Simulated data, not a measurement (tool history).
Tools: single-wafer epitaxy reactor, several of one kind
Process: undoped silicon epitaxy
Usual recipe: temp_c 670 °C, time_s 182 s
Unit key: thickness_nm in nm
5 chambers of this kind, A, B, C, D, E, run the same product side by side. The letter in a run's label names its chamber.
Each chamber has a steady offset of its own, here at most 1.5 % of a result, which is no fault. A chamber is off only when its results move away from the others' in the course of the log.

| run | day | temp_c | time_s | read-back reference wafer on the same gauge, thickness_nm | thickness_nm |
|---|---|---|---|---|---|
| 1B | 0.121 | 670 | 182 | 41.819 | 46.777 |
| 2D | 0.321 | 670 | 182 | 41.818 | 47.149 |
| 3A | 0.504 | 670 | 182 | 41.814 | 47.360 |
| 4C | 0.688 | 670 | 182 | 41.833 | 47.262 |
| 5E | 0.825 | 670 | 182 | 41.824 | 46.814 |
| 6A | 1.008 | 664 | 169 | 41.848 | 38.777 |
| 7E | 1.196 | 664 | 169 | 41.860 | 38.345 |
| 8C | 1.388 | 664 | 169 | 41.854 | 38.595 |
| 9B | 1.525 | 664 | 169 | 41.869 | 38.471 |
| 10D | 1.721 | 664 | 169 | 41.881 | 38.595 |
| 11A | 1.904 | 670 | 182 | 41.887 | 47.505 |
| 12E | 2.079 | 670 | 182 | 41.880 | 47.039 |
| 13C | 2.283 | 679 | 158 | 41.895 | 49.280 |
| 14B | 2.450 | 679 | 158 | 41.898 | 49.027 |
| 15D | 2.633 | 679 | 158 | 41.906 | 49.326 |
| 16A | 2.817 | 679 | 158 | 41.918 | 49.703 |
| 17D | 2.925 | 679 | 158 | 41.923 | 49.279 |
| 18B | 3.029 | 676 | 194 | 41.939 | 56.510 |
| 19E | 3.221 | 676 | 194 | 41.924 | 57.007 |
| 20C | 3.342 | 676 | 194 | 41.957 | 57.096 |
| 21A | 3.538 | 676 | 194 | 41.953 | 57.559 |
| 22D | 3.696 | 676 | 194 | 41.937 | 57.046 |
| 23B | 3.817 | 670 | 182 | 41.941 | 47.083 |
| 24E | 3.992 | 670 | 182 | 41.971 | 47.009 |
| 25C | 4.192 | 670 | 182 | 41.963 | 47.324 |
| 26B | 4.300 | 670 | 182 | 41.989 | 46.893 |
| 27A | 4.488 | 670 | 182 | 41.993 | 47.491 |
| 28D | 4.683 | 670 | 182 | 41.996 | 47.350 |
| 29E | 4.796 | 670 | 182 | 42.021 | 46.962 |
| 30C | 4.896 | 670 | 182 | 42.018 | 47.407 |
| 31D | 5.004 | 670 | 182 | 42.029 | 47.410 |
| 32B | 5.204 | 670 | 182 | 42.021 | 47.080 |
| 33E | 5.371 | 670 | 182 | 42.035 | 47.126 |
| 34C | 5.508 | 670 | 182 | 42.058 | 47.425 |

Is one chamber out of step, is the gauge drifting, or do the chambers differ by no more than their own small offsets? For an off chamber, give its letter and the likeliest cause.

The shared gauge is drifting. All chambers look as if they move in step, but none is off.
Cause: gauge reads high (%) = 0.579.

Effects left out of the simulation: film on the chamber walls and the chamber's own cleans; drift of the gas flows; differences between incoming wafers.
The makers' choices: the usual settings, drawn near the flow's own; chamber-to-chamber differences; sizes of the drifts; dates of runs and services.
